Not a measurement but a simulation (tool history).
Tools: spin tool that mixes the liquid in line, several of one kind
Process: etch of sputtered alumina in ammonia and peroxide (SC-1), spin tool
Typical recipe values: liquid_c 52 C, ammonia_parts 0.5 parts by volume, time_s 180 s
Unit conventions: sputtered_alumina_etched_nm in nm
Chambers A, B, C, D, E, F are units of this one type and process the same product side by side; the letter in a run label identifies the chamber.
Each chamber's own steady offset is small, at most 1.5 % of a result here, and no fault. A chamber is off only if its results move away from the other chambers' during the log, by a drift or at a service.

run   hour  liquid_c  ammonia_parts  time_s  hours since the thermometer was replaced  hours since the ammonia flow meter was replaced  hours since the heated supply line was repaired  hours since the drum of ammonia solution was connected  read-back film thickness of the sputtered alumina reference wafer, read on the same gauge (nm)  sputtered_alumina_etched_nm
 1E    4.9        52            0.5     180                                    1688.4                                             62.4                                            314.6                                                   629.3                                                                                          120.03                       9.0202
 2A   10.3        52            0.5     180                                     551.2                                            469.1                                             2127                                                   112.9                                                                                          120.02                       9.2428
 3B   16.9        52            0.5     180                                     599.5                                            811.3                                            529.4                                                   339.5                                                                                          119.96                       9.4527
 4C   21.6        52            0.5     180                                    2968.4                                              787                                           1352.8                                                   809.4                                                                                          119.97                       9.1625
 5D   27.2        52            0.5     180                                     162.1                                              334                                            307.7                                                   714.5                                                                                          120.01                       9.2797
 6F   32.9        52            0.7     180                                     336.9                                            607.1                                            630.1                                                   126.2                                                                                          120.01                       9.5744
 7C   38.8        52            0.7     180                                    2985.6                                            804.2                                             1370                                                   826.6                                                                                          120.01                       9.4392
 8E   43.1        52            0.7     180                                    1726.6                                            100.6                                            352.8                                                   667.5                                                                                          119.99                       9.3658
 9A   51.1        52            0.7     180                                       592                                            509.9                                           2167.8                                                   153.7                                                                                             120                       9.5768
10D   57.8        52            0.7     180                                     192.7                                            364.6                                            338.3                                                   745.1                                                                                          120.02                       9.6559
11F     66        52            0.7     180                                       370                                            640.2                                            663.2                                                   159.3                                                                                             120                       9.6494
      68.2  -- chamber C: thermometer replaced
12B     74        52            0.5     180                                     656.6                                            868.4                                            586.5                                                   396.6                                                                                          119.98                       9.4107
13E   81.3        52            0.5     180                                    1764.8                                            138.8                                              391                                                   705.7                                                                                          119.98                       9.0264
14B   89.2        52            0.7     285                                     671.8                                            883.6                                            601.7                                                   411.8                                                                                          120.05                       15.494
15D   93.4        52            0.7     285                                     228.3                                            400.2                                            373.9                                                   780.7                                                                                          119.97                       15.347
16F  100.2        52            0.7     285                                     404.2                                            674.4                                            697.4                                                   193.5                                                                                             120                       14.939
17A  105.6        52            0.7     285                                     646.5                                            564.4                                           2222.3                                                   208.2                                                                                          120.04                       14.914
18C  113.6        52            0.7     285                                      45.4                                              879                                           1444.8                                                   901.4                                                                                          120.01                       15.096
19B  118.7        52            0.7     285                                     701.3                                            913.1                                            631.2                                                   441.3                                                                                          119.99                       15.249
20C  123.6        48            0.3     180                                      55.4                                              889                                           1454.8                                                   911.4                                                                                          120.01                       6.9726
21D  131.5        48            0.3     180                                     266.4                                            438.3                                              412                                                   818.8                                                                                          119.98                       6.9451
     133.2  -- chamber C: new drum of ammonia solution connected
     136.1  -- chamber E: thermometer replaced
22F  136.4        48            0.3     180                                     440.4                                            710.6                                            733.6                                                   229.7                                                                                          119.97                       7.0532
     138.6  -- chamber F: heated supply line repaired
23E  143.5        48            0.3     180                                       7.5                                              201                                            453.2                                                   767.9                                                                                          120.02                       6.9442
24A  149.2        48            0.3     180                                     690.1                                              608                                           2265.9                                                   251.8                                                                                          119.99                       7.1155
25A  157.1        48            0.3     180                                       698                                            615.9                                           2273.8                                                   259.7                                                                                          120.03                       6.9754
26E  164.3        44           0.25     180                                      28.3                                            221.8                                              474                                                   788.7                                                                                          120.01                       5.5059
27F  169.3        44           0.25     180                                     473.3                                            743.5                                             30.7                                                   262.6                                                                                          119.97                       5.5447
28C  176.7        44           0.25     180                                     108.5                                            942.1                                           1507.9                                                    43.5                                                                                          120.01                        5.499
     178.4  -- chamber A: heated supply line repaired
29D  182.6        44           0.25     180                                     317.5                                            489.4                                            463.1                                                   869.9                                                                                          119.98                       5.3572
30B  187.3        44           0.25     180                                     769.9                                            981.7                                            699.8                                                   509.9                                                                                             120                       5.6673
31D  195.2        44           0.25     180                                     330.1                                              502                                            475.7                                                   882.5                                                                                          119.97                       5.3223
32B  202.6        52            0.5     140                                     785.2                                              997                                            715.1                                                   525.2                                                                                          119.98                       7.2899
33A  206.6        52            0.5     140                                     747.5                                            665.4                                             28.2                                                   309.2                                                                                          120.02                       7.1576
     210.2  -- chamber B: heated supply line repaired
34C  213.6        52            0.5     140                                     145.4                                              979                                           1544.8                                                    80.4                                                                                          119.99                       7.2051
     215.4  -- chamber D: new drum of ammonia solution connected
35E  217.9        52            0.5     140                                      81.9                                            275.4                                            527.6                                                   842.3                                                                                          120.02                       7.2255
36F  223.3        52            0.5     140                                     527.3                                            797.5                                             84.7                                                   316.6                                                                                          120.02                       7.1673
37E  230.2        52            0.5     140                                      94.2                                            287.7                                            539.9                                                   854.6                                                                                          120.02                       7.0826
38C  237.6        52            0.5     180                                     169.4                                             1003                                           1568.8                                                   104.4                                                                                             120                       9.1937
     238.6  -- chamber D: ammonia flow meter replaced
39D  245.5        52            0.5     180                                     380.4                                                7                                              526                                                    30.1                                                                                          119.95                       8.7747
40F  253.3        52            0.5     180                                     557.3                                            827.5                                            114.7                                                   346.6                                                                                          120.06                       9.2972
41A  257.4        52            0.5     180                                     798.3                                            716.2                                               79                                                     360                                                                                          120.02                       9.1519
42B  261.4        52            0.5     180                                       844                                           1055.8                                             51.2                                                     584                                                                                          120.01                       9.2408

Is one chamber out of step, is the gauge drifting, or do the chambers differ by no more than their own small offsets? For an off chamber, give its letter and the likeliest cause.

Little by little, chamber D moves away from the other chambers.
Most likely cause: temperature lost on the way to the wafer (K) = 1.07.
It could be hard to tell apart here from: liquid colder than its thermometer reads (K).

Chamber D could run next with any of the 4 candidate recipes listed below; each alters the usual settings, and their results appear as question marks. Which one brings its results back in line with what the other chambers deliver on the usual settings?
Counts as in line when no further than this from what the other chambers average on the usual settings: sputtered_alumina_etched_nm 0.25 nm
43D-1  267.4        52            0.5     190                                                                                                                                                                                                                                                                                                                                ?
43D-2  267.4      51.5            0.5     175                                                                                                                                                                                                                                                                                                                                ?
43D-3  267.4        51            0.5     170                                                                                                                                                                                                                                                                                                                                ?
43D-4  267.4        52            0.5     200                                                                                                                                                                                                                                                                                                                                ?

Other chambers, usual settings, mean: sputtered_alumina_etched_nm 9.2118 nm
  run  sputtered_alumina_etched_nm
43D-1                       9.2059
43D-2                       8.2502
43D-3                       7.7932
43D-4                       9.6904
With 43D-1, the chamber falls back in line with the rest.
